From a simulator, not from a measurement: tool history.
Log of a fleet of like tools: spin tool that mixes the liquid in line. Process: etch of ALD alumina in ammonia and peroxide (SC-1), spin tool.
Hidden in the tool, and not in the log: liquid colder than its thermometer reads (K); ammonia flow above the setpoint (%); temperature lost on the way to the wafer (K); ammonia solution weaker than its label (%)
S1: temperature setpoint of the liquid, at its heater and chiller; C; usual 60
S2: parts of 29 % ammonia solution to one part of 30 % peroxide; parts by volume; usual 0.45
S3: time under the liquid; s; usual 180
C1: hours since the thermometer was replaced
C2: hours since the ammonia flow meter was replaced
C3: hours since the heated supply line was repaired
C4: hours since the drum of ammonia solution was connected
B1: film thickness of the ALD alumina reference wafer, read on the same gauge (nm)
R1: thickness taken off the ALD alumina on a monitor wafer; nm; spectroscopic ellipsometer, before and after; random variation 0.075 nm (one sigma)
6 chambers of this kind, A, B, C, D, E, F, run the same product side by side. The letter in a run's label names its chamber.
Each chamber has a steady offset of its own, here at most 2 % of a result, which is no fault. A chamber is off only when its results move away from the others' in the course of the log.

run   hour  S1    S2   S3      C1      C2      C3      C4      B1      R1
 1D   10.2  60  0.45  180  1974.8    51.6   612.7    17.7  140.01  9.7588
 2C   17.3  60  0.45  180  1241.3   580.3  1486.8   776.3  139.96   9.754
 3E   24.2  60  0.45  180   182.7   880.1   797.2    27.4  140.01  9.6196
 4B   30.2  60  0.45  180    83.5  1128.8  3131.6  1055.3  140.01  9.5251
 5F   38.7  60  0.45  180  1057.4  1283.9   249.9   310.3  140.01  9.8823
 6A   45.6  60  0.35  280  1940.7     425  2465.4   624.4  139.98  15.163
      49.5  -- chamber B: new drum of ammonia solution connected
 7C   58.1  60  0.35  280  1282.1   621.1  1527.6   817.1  140.02  14.657
 8A   65.6  60  0.35  280  1960.7     445  2485.4   644.4  139.98  14.943
      71.1  -- chamber C: ammonia flow meter replaced
 9D   73.1  60  0.35  280  2037.7   114.5   675.6    80.6     140  14.917
10B   83.8  60  0.35  280   137.1  1182.4  3185.2    34.3  139.99  14.609
11E   93.6  60  0.35  280   252.1   949.5   866.6    96.8  139.95  14.898
12F  100.1  60  0.45  180  1118.8  1345.3   311.3   371.7  140.02  9.9273
13E    107  60  0.45  180   265.5   962.9     880   110.2  140.04  9.6985
14C  117.2  60  0.45  180  1341.2    46.1  1586.7   876.2  140.02  9.5726
     118.4  -- chamber F: ammonia flow meter replaced
15B  130.3  60  0.45  180   183.6  1228.9  3231.7    80.8  140.04  9.4712
16A  140.6  60  0.45  235  2035.7     520  2560.4   719.4  139.94  12.986
17D    149  60  0.45  235  2113.6   190.4   751.5   156.5     140  12.852
18F  158.8  60  0.45  235  1177.5    40.5     370   430.4  139.98  12.685
     162.3  -- chamber A: thermometer replaced
19C  170.8  60  0.45  235  1394.8    99.7  1640.3   929.8  140.02  12.084
20B  180.8  60  0.45  235   234.1  1279.4  3282.2   131.3  140.01   12.67
21F  187.2  60  0.45  235  1205.9    68.9   398.4   458.8  139.99  12.932
     197.8  -- chamber F: new drum of ammonia solution connected
22A    198  60  0.45  180    35.7   577.4  2617.8   776.8  139.98  9.8871
23D  209.9  60  0.45  180  2174.5   251.3   812.4   217.4  140.04  9.8874
24E  218.5  60  0.45  230     377  1074.4   991.5   221.7  140.02  12.498
     222.5  -- chamber C: new drum of ammonia solution connected
25C  226.7  60  0.45  230  1450.7   155.6  1696.2     4.2  140.02  11.805
26F  233.2  60  0.45  230  1251.9   114.9   444.4    35.4  140.01  12.397
27B  243.7  60  0.45  230     297  1342.3  3345.1   194.2  139.99  12.392
28E  254.7  60  0.45  230   413.2  1110.6  1027.7   257.9  139.98  12.429
29D  264.6  60  0.45  230  2229.2     306   867.1   272.1  140.02   12.39
30A  270.6  60  0.45  180   108.3     650  2690.4   849.4  139.97  9.9104
31A  281.8  60  0.45  180   119.5   661.2  2701.6   860.6  139.99  9.8789
32C  294.4  60  0.45  180  1518.4   223.3  1763.9    71.9  140.02  8.8791
     296.6  -- chamber A: new drum of ammonia solution connected
33B  307.6  60  0.45  180   360.9  1406.2    3409   258.1  140.03  9.5316
     310.5  -- chamber A: heated supply line repaired
34E  315.2  60  0.45  180   473.7  1171.1  1088.2   318.4  140.01  9.8885
35D    327  60  0.45  180  2291.6   368.4   929.5   334.5  140.03  9.6597
36F    338  55  0.45  120  1356.7   219.7   549.2   140.2  139.99  5.0371
37F  345.4  55  0.45  120  1364.1   227.1   556.6   147.6     140  5.0539
38A  351.8  55  0.45  120   189.5   731.2    41.3    55.3  140.01  5.1506
39B  362.9  55  0.45  120   416.2  1461.5  3464.3   313.4  140.05  4.9602
40D  376.3  55  0.45  120  2340.9   417.7   978.8   383.8  140.02  4.9411
41E  389.5  55  0.45  120     548  1245.4  1162.5   392.7  140.02  5.0309
42C  398.6  60  0.45  180  1622.6   327.5  1868.1   176.1  139.99  8.6388

All 6 chambers run these settings next. Forecast each chamber's results:
43A  408.1  53.5  0.45  180                       ?
43B  408.1  53.5  0.45  180                       ?
43C  408.1  53.5  0.45  180                       ?
43D  408.1  53.5  0.45  180                       ?
43E  408.1  53.5  0.45  180                       ?
43F  408.1  53.5  0.45  180                       ?

run      R1
43A   7.039
43B  6.8275
43C  6.1314
43D  6.9461
43E  6.9939
43F  6.8571
